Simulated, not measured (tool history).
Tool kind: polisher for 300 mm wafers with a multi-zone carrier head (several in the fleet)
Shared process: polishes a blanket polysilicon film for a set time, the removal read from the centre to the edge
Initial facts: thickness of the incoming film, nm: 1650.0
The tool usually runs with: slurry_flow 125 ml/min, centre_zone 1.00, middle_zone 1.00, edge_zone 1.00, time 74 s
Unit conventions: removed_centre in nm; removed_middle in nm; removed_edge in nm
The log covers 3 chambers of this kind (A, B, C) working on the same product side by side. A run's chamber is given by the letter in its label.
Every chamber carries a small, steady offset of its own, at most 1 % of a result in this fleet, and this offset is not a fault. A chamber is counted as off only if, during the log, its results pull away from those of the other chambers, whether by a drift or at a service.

Run 1C, hour 4.5: usual settings. Result: removed_centre 664.05 nm, removed_middle 653.18 nm, removed_edge 655.57 nm.
At hour 9.3: chamber A: slurry nozzle cleaned.
Run 2B, hour 12.5: usual settings. Result: removed_centre 666.74 nm, removed_middle 664.74 nm, removed_edge 652.02 nm.
Run 3A, hour 20.3: usual settings. Result: removed_centre 664.18 nm, removed_middle 655.99 nm, removed_edge 664.37 nm.
Run 4A, hour 26.2: usual settings. Result: removed_centre 678.38 nm, removed_middle 658.80 nm, removed_edge 663.48 nm.
Run 5C, hour 31.7: usual settings but middle_zone 1.05, time 59 s. Result: removed_centre 518.38 nm, removed_middle 554.19 nm, removed_edge 527.65 nm.
Run 6B, hour 38.1: usual settings but middle_zone 1.05, time 59 s. Result: removed_centre 524.79 nm, removed_middle 549.65 nm, removed_edge 518.19 nm.
At hour 44.8: chamber A: worn pad replaced by a new one.
Run 7C, hour 46.8: usual settings but middle_zone 1.05, time 59 s. Result: removed_centre 523.26 nm, removed_middle 544.41 nm, removed_edge 529.46 nm.
Run 8A, hour 54.6: usual settings. Result: removed_centre 674.53 nm, removed_middle 659.79 nm, removed_edge 646.48 nm.
Run 9B, hour 60.4: usual settings. Result: removed_centre 658.96 nm, removed_middle 662.34 nm, removed_edge 657.05 nm.
Run 10C, hour 68.4: usual settings. Result: removed_centre 638.58 nm, removed_middle 672.02 nm, removed_edge 652.78 nm.
At hour 71.1: chamber B: worn pad replaced by a new one.
Run 11B, hour 76.1: usual settings. Result: removed_centre 656.68 nm, removed_middle 665.75 nm, removed_edge 658.09 nm.
Run 12A, hour 81.1: usual settings. Result: removed_centre 673.45 nm, removed_middle 658.41 nm, removed_edge 659.74 nm.
Run 13C, hour 85.3: usual settings. Result: removed_centre 650.36 nm, removed_middle 673.03 nm, removed_edge 653.94 nm.
Run 14A, hour 91.6: usual settings. Result: removed_centre 667.81 nm, removed_middle 658.06 nm, removed_edge 649.87 nm.
Run 15B, hour 97.3: usual settings. Result: removed_centre 659.19 nm, removed_middle 658.92 nm, removed_edge 655.32 nm.
Run 16B, hour 102.4: usual settings. Result: removed_centre 659.46 nm, removed_middle 674.47 nm, removed_edge 657.21 nm.
Run 17A, hour 110.8: usual settings. Result: removed_centre 664.17 nm, removed_middle 651.38 nm, removed_edge 656.36 nm.
At hour 111.6: chamber C: worn pad replaced by a new one.
Run 18C, hour 115.9: usual settings. Result: removed_centre 651.40 nm, removed_middle 660.29 nm, removed_edge 663.83 nm.
Run 19A, hour 120.5: usual settings. Result: removed_centre 675.38 nm, removed_middle 655.53 nm, removed_edge 656.71 nm.
Run 20B, hour 129.5: usual settings. Result: removed_centre 651.57 nm, removed_middle 649.29 nm, removed_edge 658.63 nm.
Run 21C, hour 135.6: usual settings. Result: removed_centre 654.50 nm, removed_middle 659.89 nm, removed_edge 660.01 nm.
At hour 137.3: chamber C: centre zone pressure recalibrated.
Run 22C, hour 141.0: usual settings but centre_zone 1.05, time 56 s. Result: removed_centre 581.32 nm, removed_middle 496.28 nm, removed_edge 499.49 nm.
Run 23B, hour 147.2: usual settings but centre_zone 1.05, time 56 s. Result: removed_centre 530.27 nm, removed_middle 501.16 nm, removed_edge 500.63 nm.
At hour 149.9: chamber A: worn pad replaced by a new one.
Run 24A, hour 155.2: usual settings but centre_zone 1.05, time 56 s. Result: removed_centre 538.15 nm, removed_middle 501.04 nm, removed_edge 500.14 nm.
Run 25A, hour 164.5: usual settings. Result: removed_centre 667.01 nm, removed_middle 657.85 nm, removed_edge 649.14 nm.
Run 26C, hour 172.6: usual settings. Result: removed_centre 725.70 nm, removed_middle 659.37 nm, removed_edge 650.34 nm.
Run 27B, hour 181.9: usual settings. Result: removed_centre 667.01 nm, removed_middle 670.68 nm, removed_edge 670.24 nm.
Run 28A, hour 189.8: usual settings. Result: removed_centre 656.39 nm, removed_middle 650.85 nm, removed_edge 662.11 nm.
Run 29C, hour 194.6: usual settings. Result: removed_centre 722.42 nm, removed_middle 660.48 nm, removed_edge 665.30 nm.
Run 30B, hour 202.3: usual settings. Result: removed_centre 662.53 nm, removed_middle 661.35 nm, removed_edge 654.09 nm.
At hour 204.6: chamber B: worn pad replaced by a new one.
Run 31A, hour 208.1: usual settings. Result: removed_centre 668.25 nm, removed_middle 646.63 nm, removed_edge 659.72 nm.
At hour 211.9: chamber C: worn pad replaced by a new one.
Run 32C, hour 217.1: usual settings. Result: removed_centre 728.72 nm, removed_middle 663.96 nm, removed_edge 650.45 nm.
Run 33B, hour 225.0: usual settings. Result: removed_centre 656.42 nm, removed_middle 663.98 nm, removed_edge 657.46 nm.
Run 34A, hour 231.7: usual settings. Result: removed_centre 671.77 nm, removed_middle 651.25 nm, removed_edge 665.09 nm.
Run 35B, hour 238.1: usual settings. Result: removed_centre 658.77 nm, removed_middle 656.05 nm, removed_edge 659.63 nm.
Run 36C, hour 245.3: usual settings but slurry_flow 100 ml/min. Result: removed_centre 680.01 nm, removed_middle 627.90 nm, removed_edge 631.03 nm.
Run 37A, hour 250.4: usual settings but slurry_flow 100 ml/min. Result: removed_centre 642.71 nm, removed_middle 618.51 nm, removed_edge 633.57 nm.
At hour 253.2: chamber A: worn pad replaced by a new one.
Run 38C, hour 254.7: usual settings but slurry_flow 100 ml/min. Result: removed_centre 682.85 nm, removed_middle 620.59 nm, removed_edge 631.74 nm.
Run 39B, hour 262.5: usual settings. Result: removed_centre 653.50 nm, removed_middle 667.72 nm, removed_edge 652.64 nm.
Run 40C, hour 267.9: usual settings but slurry_flow 90 ml/min, edge_zone 1.08. Result: removed_centre 654.14 nm, removed_middle 596.32 nm, removed_edge 647.07 nm.
Run 41B, hour 274.7: usual settings but slurry_flow 90 ml/min, edge_zone 1.08. Result: removed_centre 604.97 nm, removed_middle 611.53 nm, removed_edge 642.44 nm.
Run 42A, hour 279.0: usual settings but slurry_flow 90 ml/min, edge_zone 1.08. Result: removed_centre 611.84 nm, removed_middle 605.25 nm, removed_edge 644.11 nm.
Run 43B, hour 284.3: usual settings. Result: removed_centre 662.02 nm, removed_middle 664.67 nm, removed_edge 655.99 nm.

All 3 chambers run these settings next. Forecast each chamber's results:
Run 44A, hour 290.9: usual settings but time 61 s. Result: removed_centre ?, removed_middle ?, removed_edge ?.
Run 44B, hour 290.9: usual settings but time 61 s. Result: removed_centre ?, removed_middle ?, removed_edge ?.
Run 44C, hour 290.9: usual settings but time 61 s. Result: removed_centre ?, removed_middle ?, removed_edge ?.

run  removed_centre  removed_middle  removed_edge
44A          552.71          550.40        542.60
44B          544.09          548.96        538.76
44C          598.66          554.42        545.27

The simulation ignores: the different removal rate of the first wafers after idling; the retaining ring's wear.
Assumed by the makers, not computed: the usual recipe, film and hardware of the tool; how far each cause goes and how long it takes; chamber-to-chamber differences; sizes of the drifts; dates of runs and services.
